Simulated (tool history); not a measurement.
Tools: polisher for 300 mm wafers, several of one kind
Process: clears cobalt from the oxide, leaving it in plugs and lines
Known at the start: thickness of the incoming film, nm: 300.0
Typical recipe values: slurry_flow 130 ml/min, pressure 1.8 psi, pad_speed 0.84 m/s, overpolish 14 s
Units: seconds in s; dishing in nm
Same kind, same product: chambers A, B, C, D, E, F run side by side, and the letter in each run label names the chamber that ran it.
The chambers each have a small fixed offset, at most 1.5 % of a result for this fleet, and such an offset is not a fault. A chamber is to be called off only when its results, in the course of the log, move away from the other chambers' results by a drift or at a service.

run,hour,slurry_flow,pressure,pad_speed,overpolish,seconds,dishing
# hour 7.2: chamber C: worn pad replaced by a new one
1B,12.5,130,1.8,0.84,14,72.487,32.862
2F,19.4,130,1.8,0.84,14,71.164,32.712
3E,30.4,130,1.8,0.84,14,71.733,32.488
# hour 31.3: chamber D: worn pad replaced by a new one
4D,38.5,130,1.8,0.84,14,72.677,33.284
# hour 44.2: chamber B: slurry nozzle cleaned
5C,49.8,130,1.8,0.84,14,72.368,32.838
6A,56.4,130,1.8,0.84,14,71.012,33.167
7D,64.5,130,1.8,0.84,14,73.31,32.826
# hour 65.4: chamber F: worn pad replaced by a new one
# hour 66.1: chamber A: slurry nozzle cleaned
8A,77.1,130,1.8,0.84,14,70.882,32.757
# hour 77.8: chamber B: worn pad replaced by a new one
# hour 79.1: chamber E: slurry nozzle cleaned
9C,84.7,130,1.8,0.84,14,72.617,31.241
# hour 85.7: chamber C: worn pad replaced by a new one
# hour 92.8: chamber E: worn pad replaced by a new one
10F,95.9,90,1.5,0.84,14,91.553,28.278
# hour 96.4: chamber D: worn pad replaced by a new one
11E,102.6,90,1.5,0.84,14,94.295,28.856
# hour 108.3: chamber F: slurry nozzle cleaned
12B,115.4,90,1.5,0.84,14,94.287,28.605
# hour 115.5: chamber A: worn pad replaced by a new one
13F,123.5,90,1.5,0.84,14,91.613,29.118
14C,136.3,90,1.5,0.84,14,93.523,28.719
# hour 146.8: chamber D: head pressure recalibrated
15D,149.4,90,1.5,0.84,14,94.389,30.2
# hour 150.6: chamber C: worn pad replaced by a new one
16A,157.8,130,1.8,0.84,14,71.331,33.575
# hour 168.1: chamber D: worn pad replaced by a new one
17E,169,130,1.8,0.84,14,72.266,32.586
# hour 172.3: chamber B: worn pad replaced by a new one
# hour 172.3: chamber F: worn pad replaced by a new one
18B,179.2,130,1.8,0.84,14,71.774,32.637
19E,186.9,130,1.8,0.84,14,71.185,32.745
# hour 195.7: chamber B: head pressure recalibrated
20A,198.5,130,1.8,0.84,14,70.414,32.567
21D,204.4,130,1.8,0.84,14,72.715,33.387
22B,216.5,130,1.8,0.84,14,78.733,31.614
# hour 224.6: chamber C: slurry nozzle cleaned
# hour 228.8: chamber C: worn pad replaced by a new one
23F,229.2,130,1.8,0.84,14,72.391,31.873
24C,238.9,130,1.8,0.84,14,72.01,32.645
# hour 239.6: chamber D: worn pad replaced by a new one
25E,251.3,130,1.4,0.84,8,92.539,19.822
# hour 254.8: chamber E: worn pad replaced by a new one
26A,260.1,130,1.4,0.84,8,91.852,19.26
27B,267.7,130,1.4,0.84,8,101.68,18.515
# hour 268.5: chamber E: head pressure recalibrated
# hour 268.6: chamber A: head pressure recalibrated
28C,275.8,130,1.4,0.84,8,93.755,19.689
# hour 278.3: chamber F: worn pad replaced by a new one
29F,284.9,130,1.4,0.84,8,90.653,19.39
# hour 287.1: chamber B: worn pad replaced by a new one
# hour 291.6: chamber D: slurry nozzle cleaned
30D,292.1,130,1.4,0.84,8,91.635,19.319
# hour 293.1: chamber A: worn pad replaced by a new one
# hour 298.2: chamber C: worn pad replaced by a new one
31A,302.8,130,1.8,0.84,14,70.374,32.95
# hour 305.3: chamber B: slurry nozzle cleaned
# hour 306.5: chamber E: slurry nozzle cleaned
32F,312.9,130,1.8,0.84,14,72.244,32.378
# hour 317: chamber D: worn pad replaced by a new one
33C,321.1,130,1.8,0.84,14,73.53,32.848
34B,330.1,130,1.8,0.84,14,78.655,31.901
35E,340.7,130,1.8,0.84,14,72.823,32.593
36D,346.5,130,1.8,0.84,14,72.671,33.714
37F,352.8,130,1.8,0.84,14,70.658,31.623
38E,365.9,130,1.8,0.84,14,73.222,32.502
39C,375.5,130,1.8,0.84,18,73.148,35.769

Next, every chamber runs the same settings. What will each give?
40A,385.1,130,1.8,0.84,14,?,?
40B,385.1,130,1.8,0.84,14,?,?
40C,385.1,130,1.8,0.84,14,?,?
40D,385.1,130,1.8,0.84,14,?,?
40E,385.1,130,1.8,0.84,14,?,?
40F,385.1,130,1.8,0.84,14,?,?

run,seconds,dishing
40A,71.917,32.65
40B,79.573,30.992
40C,72.243,33.069
40D,73.05,33.765
40E,71.316,32.868
40F,72.596,33.363

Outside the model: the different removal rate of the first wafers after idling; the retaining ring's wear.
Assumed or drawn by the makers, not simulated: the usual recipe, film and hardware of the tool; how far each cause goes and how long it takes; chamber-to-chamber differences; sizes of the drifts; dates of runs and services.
